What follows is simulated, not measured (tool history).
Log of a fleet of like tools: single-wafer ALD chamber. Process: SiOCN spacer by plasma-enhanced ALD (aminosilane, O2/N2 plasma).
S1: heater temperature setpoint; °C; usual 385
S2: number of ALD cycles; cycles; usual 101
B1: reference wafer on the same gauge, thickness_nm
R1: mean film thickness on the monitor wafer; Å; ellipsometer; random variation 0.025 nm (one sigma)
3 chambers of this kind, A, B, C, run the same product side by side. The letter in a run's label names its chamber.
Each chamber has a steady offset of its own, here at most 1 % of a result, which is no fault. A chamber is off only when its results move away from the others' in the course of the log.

run 1C hour=4.9 | S1=385 S2=101 | B1=6.4224 | R1=61.205
run 2B hour=9.0 | S1=385 S2=101 | B1=6.4254 | R1=60.907
run 3A hour=13.7 | S1=385 S2=101 | B1=6.4218 | R1=60.625
run 4B hour=19.6 | S1=385 S2=101 | B1=6.4214 | R1=61.240
run 5C hour=23.5 | S1=385 S2=101 | B1=6.4202 | R1=60.838
run 6A hour=28.2 | S1=385 S2=101 | B1=6.4194 | R1=60.780
run 7A hour=32.7 | S1=398 S2=114 | B1=6.4237 | R1=68.796
run 8B hour=37.8 | S1=398 S2=114 | B1=6.4214 | R1=67.886
run 9C hour=44.6 | S1=398 S2=114 | B1=6.4227 | R1=69.446
run 10B hour=50.6 | S1=385 S2=101 | B1=6.4237 | R1=60.895
run 11C hour=54.4 | S1=385 S2=101 | B1=6.4204 | R1=61.350
run 12A hour=60.6 | S1=385 S2=101 | B1=6.4183 | R1=60.696
run 13C hour=66.9 | S1=385 S2=101 | B1=6.4196 | R1=61.353
run 14B hour=70.8 | S1=385 S2=101 | B1=6.4218 | R1=61.470
run 15A hour=76.0 | S1=385 S2=101 | B1=6.4161 | R1=60.968
run 16A hour=82.3 | S1=385 S2=101 | B1=6.4114 | R1=60.663
run 17B hour=87.8 | S1=385 S2=101 | B1=6.4162 | R1=61.256
run 18C hour=92.1 | S1=376 S2=101 | B1=6.4195 | R1=61.165
run 19A hour=98.1 | S1=376 S2=101 | B1=6.4192 | R1=60.090
run 20B hour=101.5 | S1=376 S2=101 | B1=6.4248 | R1=61.030
run 21C hour=106.1 | S1=385 S2=101 | B1=6.4108 | R1=61.552
run 22C hour=112.2 | S1=385 S2=101 | B1=6.4248 | R1=61.255
run 23A hour=116.0 | S1=385 S2=101 | B1=6.4204 | R1=61.227
run 24B hour=120.7 | S1=385 S2=101 | B1=6.4167 | R1=61.049
run 25C hour=127.9 | S1=385 S2=101 | B1=6.4250 | R1=60.987
run 26A hour=135.2 | S1=385 S2=101 | B1=6.4202 | R1=60.617
run 27B hour=139.3 | S1=385 S2=101 | B1=6.4166 | R1=60.862
run 28B hour=146.0 | S1=385 S2=101 | B1=6.4198 | R1=60.975
run 29A hour=150.2 | S1=385 S2=117 | B1=6.4217 | R1=70.431
run 30C hour=155.5 | S1=385 S2=117 | B1=6.4168 | R1=71.252
run 31B hour=159.8 | S1=385 S2=117 | B1=6.4256 | R1=70.871
run 32A hour=164.0 | S1=385 S2=101 | B1=6.4235 | R1=60.370
run 33C hour=169.3 | S1=373 S2=110 | B1=6.4197 | R1=67.052
run 34A hour=173.2 | S1=373 S2=110 | B1=6.4217 | R1=66.187
run 35B hour=179.8 | S1=373 S2=110 | B1=6.4290 | R1=66.067
run 36C hour=183.1 | S1=385 S2=101 | B1=6.4249 | R1=60.914
run 37C hour=189.2 | S1=385 S2=101 | B1=6.4220 | R1=61.281
run 38A hour=196.6 | S1=385 S2=101 | B1=6.4249 | R1=60.946
run 39B hour=200.0 | S1=385 S2=101 | B1=6.4183 | R1=60.947
run 40C hour=205.1 | S1=385 S2=101 | B1=6.4180 | R1=61.419
run 41A hour=211.5 | S1=385 S2=101 | B1=6.4204 | R1=60.429

What goes on in this fleet: one chamber off, a drifting gauge, or nothing beyond the chambers' own small offsets? Name the chamber and the cause, if any.

No chamber stands off beyond its own small offset, and the gauge holds steady.

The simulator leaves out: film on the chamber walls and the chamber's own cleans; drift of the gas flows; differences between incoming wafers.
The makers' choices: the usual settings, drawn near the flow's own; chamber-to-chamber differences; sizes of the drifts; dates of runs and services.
